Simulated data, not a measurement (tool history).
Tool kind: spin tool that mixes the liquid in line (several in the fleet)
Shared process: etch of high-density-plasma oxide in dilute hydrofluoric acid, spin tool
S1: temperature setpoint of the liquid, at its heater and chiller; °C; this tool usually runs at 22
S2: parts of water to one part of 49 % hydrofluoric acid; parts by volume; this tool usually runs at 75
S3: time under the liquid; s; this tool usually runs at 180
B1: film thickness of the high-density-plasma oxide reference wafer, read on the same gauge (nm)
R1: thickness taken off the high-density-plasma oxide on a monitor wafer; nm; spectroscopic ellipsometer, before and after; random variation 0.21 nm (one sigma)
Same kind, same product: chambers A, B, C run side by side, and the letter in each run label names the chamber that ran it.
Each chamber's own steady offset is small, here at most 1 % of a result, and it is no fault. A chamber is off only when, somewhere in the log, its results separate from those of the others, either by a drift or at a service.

run,day,S1,S2,S3,B1,R1
1B,0.383,22,75,180,119.98,25.442
2A,0.788,22,75,180,120.01,25.482
3C,1.112,22,75,180,120.02,25.243
4A,1.417,22,75,180,120.00,25.589
5C,1.800,22,75,180,120.00,25.890
6B,2.121,22,75,180,120.03,25.133
7A,2.529,22,75,180,120.00,25.036
# day 2.667: chamber A: thermometer replaced
8B,2.846,22,75,180,119.99,25.728
9C,3.204,22,105,285,119.98,28.071
10B,3.554,22,105,285,119.99,28.033
# day 3.729: chamber B: hydrofluoric acid flow meter replaced
11A,3.892,22,105,285,120.00,27.574
12C,4.129,22,75,180,119.98,25.825
13C,4.496,22,75,180,119.99,25.708
14A,4.900,22,75,180,120.02,25.170
15B,5.246,22,75,180,120.01,25.306
16C,5.454,22,75,180,120.02,25.776
17B,5.671,22,75,180,120.02,26.053
18A,6.029,22,105,180,119.99,17.528
19A,6.221,22,105,180,119.98,17.207
# day 6.596: chamber B: thermometer replaced
20C,6.604,22,105,180,119.95,17.885
21B,6.929,22,75,180,120.01,25.360
22C,7.242,22,75,180,120.01,25.960

Next, all 3 chambers run the settings below, one line each with question marks for the results. What does each chamber give?
23A,7.542,24,75,180,,?
23B,7.542,24,75,180,,?
23C,7.542,24,75,180,,?

run,R1
23A,27.240
23B,27.930
23C,27.752
